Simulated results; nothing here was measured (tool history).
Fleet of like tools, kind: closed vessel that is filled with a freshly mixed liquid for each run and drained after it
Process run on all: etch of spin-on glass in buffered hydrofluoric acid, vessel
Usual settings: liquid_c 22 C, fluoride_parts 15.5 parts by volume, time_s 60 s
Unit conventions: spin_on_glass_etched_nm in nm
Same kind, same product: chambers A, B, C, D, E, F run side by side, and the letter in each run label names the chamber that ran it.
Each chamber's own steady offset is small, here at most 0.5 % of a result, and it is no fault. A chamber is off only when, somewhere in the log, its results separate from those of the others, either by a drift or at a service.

| run | hour | liquid_c | fluoride_parts | time_s | read-back film thickness of the spin-on glass reference wafer, read on the same gauge (nm) | spin_on_glass_etched_nm |
|---|---|---|---|---|---|---|
| 1A | 12.5 | 22 | 15.5 | 60 | 99.99 | 91.089 |
| 2E | 25.3 | 22 | 15.5 | 60 | 100 | 92.037 |
| 3B | 32.8 | 22 | 15.5 | 60 | 100 | 91.569 |
| 4D | 40.1 | 22 | 15.5 | 60 | 99.991 | 93.233 |
| 5C | 53.5 | 22 | 15.5 | 60 | 100.03 | 91.38 |
| 6F | 63.4 | 22 | 15.5 | 60 | 100.01 | 92.073 |
| 7A | 73.1 | 22 | 15.5 | 60 | 100.02 | 93.137 |
| 8D | 79.8 | 22 | 15.5 | 60 | 99.994 | 91.472 |
|  | 87.5 | chamber E: thermometer replaced |
| 9F | 88.5 | 22 | 15.5 | 60 | 99.97 | 91.986 |
| 10C | 98.9 | 22 | 15.5 | 60 | 99.985 | 91.093 |
| 11B | 109.4 | 22 | 15.5 | 60 | 99.981 | 92.423 |
| 12E | 117 | 22 | 15.5 | 60 | 100.02 | 92.437 |
| 13D | 127.2 | 22 | 15.5 | 60 | 99.977 | 91.72 |
| 14B | 139.2 | 22 | 15.5 | 60 | 99.961 | 92.544 |
| 15E | 150.8 | 22 | 15.5 | 60 | 99.976 | 93.291 |
|  | 151.2 | chamber F: thermometer replaced |
| 16C | 165.6 | 22 | 15.5 | 60 | 100.01 | 92.931 |
| 17A | 175 | 22 | 15.5 | 60 | 100.02 | 92.168 |
| 18F | 183 | 22 | 15.5 | 60 | 99.983 | 90.966 |
| 19F | 189.5 | 22 | 15.5 | 60 | 99.989 | 92.081 |
| 20C | 198.1 | 22 | 15.5 | 60 | 99.997 | 92.99 |
| 21A | 205.5 | 22 | 15.5 | 60 | 100 | 91.128 |
| 22E | 217.5 | 22 | 15.5 | 60 | 100.01 | 92.237 |
|  | 222.7 | chamber A: thermometer replaced |
| 23D | 224.5 | 22 | 15.5 | 60 | 99.995 | 92.908 |
| 24B | 234.2 | 22 | 15.5 | 60 | 100 | 92.132 |
| 25F | 242.3 | 22 | 15.5 | 60 | 99.998 | 92.172 |
| 26A | 248.9 | 22 | 15.5 | 60 | 99.968 | 92.191 |
| 27E | 257.9 | 22 | 15.5 | 60 | 99.971 | 92.402 |
| 28B | 269.9 | 22 | 15.5 | 60 | 99.98 | 92.261 |
| 29C | 281.9 | 22 | 15.5 | 60 | 100.01 | 92.51 |
| 30D | 290.3 | 22 | 15.5 | 60 | 100.01 | 92.706 |
| 31B | 302.2 | 22 | 15.5 | 60 | 99.992 | 92.33 |
| 32D | 309.1 | 22 | 15.5 | 60 | 100.01 | 93.155 |
| 33A | 315.7 | 22 | 15.5 | 60 | 100.01 | 91.559 |
| 34C | 327.3 | 22 | 15.5 | 60 | 100.02 | 91.976 |
| 35E | 339.1 | 22 | 15.5 | 60 | 99.981 | 91.236 |
| 36F | 348.4 | 22 | 15.5 | 60 | 100.01 | 92.729 |
| 37C | 357.3 | 23.5 | 15.5 | 90 | 99.985 | 151 |
| 38D | 366.6 | 23.5 | 15.5 | 90 | 100.03 | 150.98 |
| 39F | 376.7 | 23.5 | 15.5 | 90 | 100.02 | 150.15 |
| 40B | 391.5 | 23.5 | 15.5 | 90 | 99.992 | 151.69 |

All chambers now run identical settings, listed one chamber a line with results as question marks. What results will each chamber show?
| 41A | 402.2 | 20.5 | 15.5 | 60 |  | ? |
| 41B | 402.2 | 20.5 | 15.5 | 60 |  | ? |
| 41C | 402.2 | 20.5 | 15.5 | 60 |  | ? |
| 41D | 402.2 | 20.5 | 15.5 | 60 |  | ? |
| 41E | 402.2 | 20.5 | 15.5 | 60 |  | ? |
| 41F | 402.2 | 20.5 | 15.5 | 60 |  | ? |

| run | spin_on_glass_etched_nm |
|---|---|
| 41A | 85.329 |
| 41B | 85.782 |
| 41C | 84.02 |
| 41D | 84.365 |
| 41E | 84.46 |
| 41F | 83.953 |
